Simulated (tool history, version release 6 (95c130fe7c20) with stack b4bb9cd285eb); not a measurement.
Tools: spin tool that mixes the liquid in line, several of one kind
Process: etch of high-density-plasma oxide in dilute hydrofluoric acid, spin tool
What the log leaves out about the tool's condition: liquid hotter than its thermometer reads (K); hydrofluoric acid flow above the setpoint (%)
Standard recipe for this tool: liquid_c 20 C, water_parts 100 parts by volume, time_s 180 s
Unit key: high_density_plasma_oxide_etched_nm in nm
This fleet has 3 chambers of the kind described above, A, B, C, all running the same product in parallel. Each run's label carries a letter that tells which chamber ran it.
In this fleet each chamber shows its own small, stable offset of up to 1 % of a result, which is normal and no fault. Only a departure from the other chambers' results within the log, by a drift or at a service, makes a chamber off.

run	hour	liquid_c	water_parts	time_s	hours since the thermometer was replaced	hours since the hydrofluoric acid flow meter was replaced	read-back film thickness of the high-density-plasma oxide reference wafer, read on the same gauge (nm)	high_density_plasma_oxide_etched_nm
1C	8.8	20	100	180	1840.2	1808.5	90.004	10.8290
2A	20.3	20	100	180	789.0	924.9	90.006	10.9080
3B	26.3	20	100	180	468.7	1038.0	90.016	10.8030
4B	32.3	20	100	180	474.7	1044.0	89.982	10.8160
5C	44.5	20	100	180	1875.9	1844.2	90.014	10.8480
6A	54.3	20	100	180	823.0	958.9	90.011	10.9010
7A	61.7	20	100	180	830.4	966.3	90.022	10.8460
8B	74.7	20	100	180	517.1	1086.4	90.012	10.8820
9C	80.9	20	100	180	1912.3	1880.6	90.002	10.7430
10B	88.3	20	100	180	530.7	1100.0	89.993	10.8810
11A	99.6	20	100	180	868.3	1004.2	89.990	11.1350
12C	107.6	20	100	90	1939.0	1907.3	89.992	5.3328
13A	115.8	20	100	90	884.5	1020.4	90.028	5.5848
14B	128.5	20	100	90	570.9	1140.2	89.995	5.4777
15C	139.9	17	70	180	1971.3	1939.6	90.004	13.9310
16C	152.8	17	70	180	1984.2	1952.5	90.005	14.0030
17B	158.8	17	70	180	601.2	1170.5	89.976	14.1620
18A	169.8	20	100	180	938.5	1074.4	90.011	11.3520
19C	181.6	20	100	180	2013.0	1981.3	90.008	10.8620
20B	187.9	20	100	180	630.3	1199.6	90.002	10.9060
21A	195.1	20	100	180	963.8	1099.7	89.991	11.6350
22A	201.0	20	100	180	969.7	1105.6	90.013	11.4720
23B	210.4	20	100	180	652.8	1222.1	89.983	10.8170
24C	220.7	20	100	180	2052.1	2020.4	89.985	10.7630
25C	232.0	20	100	180	2063.4	2031.7	90.032	10.9010
26B	238.1	20	100	180	680.5	1249.8	89.997	10.8760

All chambers now run identical settings, listed one chamber a line with results as question marks. What results will each chamber show?
27A	247.5	20	60	180				?
27B	247.5	20	60	180				?
27C	247.5	20	60	180				?

run	high_density_plasma_oxide_etched_nm
27A	20.6500
27B	18.9710
27C	18.7050
